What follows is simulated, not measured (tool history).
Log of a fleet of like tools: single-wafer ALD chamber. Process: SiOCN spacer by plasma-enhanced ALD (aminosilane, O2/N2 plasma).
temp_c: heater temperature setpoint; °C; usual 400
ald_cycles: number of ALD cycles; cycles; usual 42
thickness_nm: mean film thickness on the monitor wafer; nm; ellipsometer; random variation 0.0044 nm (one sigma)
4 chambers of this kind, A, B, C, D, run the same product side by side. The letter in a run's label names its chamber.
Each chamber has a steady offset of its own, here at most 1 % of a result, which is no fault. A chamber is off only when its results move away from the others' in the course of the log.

run,hour,temp_c,ald_cycles,hours since the last thermocouple change,"read-back reference wafer on the same gauge, thickness_nm",thickness_nm
1A,11.8,400,42,573.3,2.0703,2.5408
2D,24.7,400,42,409.5,2.0700,2.5290
3B,31.4,400,42,1177.6,2.0692,2.5498
4C,45.3,400,42,801.7,2.0681,2.5430
5B,52.2,400,42,1198.4,2.0674,2.5490
6A,62.5,400,42,624.0,2.0682,2.5415
7C,71.3,400,42,827.7,2.0672,2.5418
8D,82.3,400,42,467.1,2.0665,2.5351
9A,89.5,400,36,651.0,2.0657,2.1827
10C,98.4,400,36,854.8,2.0659,2.1765
11B,112.7,400,36,1258.9,2.0655,2.1879
12D,125.3,400,36,510.1,2.0642,2.1596
13A,140.3,400,42,701.8,2.0633,2.5422
14C,147.1,400,42,903.5,2.0640,2.5339
15D,161.3,400,42,546.1,2.0643,2.5246
16B,174.5,400,42,1320.7,2.0632,2.5481
17A,183.1,400,42,744.6,2.0627,2.5388
18B,192.8,400,42,1339.0,2.0629,2.5549
19C,205.3,400,42,961.7,2.0612,2.5288
20D,214.9,400,42,599.7,2.0604,2.5265
21B,228.0,400,42,1374.2,2.0611,2.5355
22D,240.0,400,42,624.8,2.0607,2.5222
23C,247.7,400,42,1004.1,2.0601,2.5311
24A,262.1,400,42,823.6,2.0593,2.5275
25B,270.7,400,42,1416.9,2.0593,2.5410
26A,283.7,400,42,845.2,2.0576,2.5367
27D,294.3,400,42,679.1,2.0586,2.5179
28C,305.4,400,42,1061.8,2.0578,2.5341
29B,316.8,400,42,1463.0,2.0571,2.5320
30A,331.5,395,47,893.0,2.0564,2.8333
31C,342.8,395,47,1099.2,2.0563,2.8318
32D,351.7,395,47,736.5,2.0571,2.8102
33A,364.5,395,47,926.0,2.0547,2.8347

Is one chamber off against the others, does the gauge drift, or is nothing wrong? If a chamber is off, say which, and what the likeliest cause is.

The gauge drifts, so all chambers seem to drift together. No chamber is off.
Cause: gauge reads low (%) = 0.72.
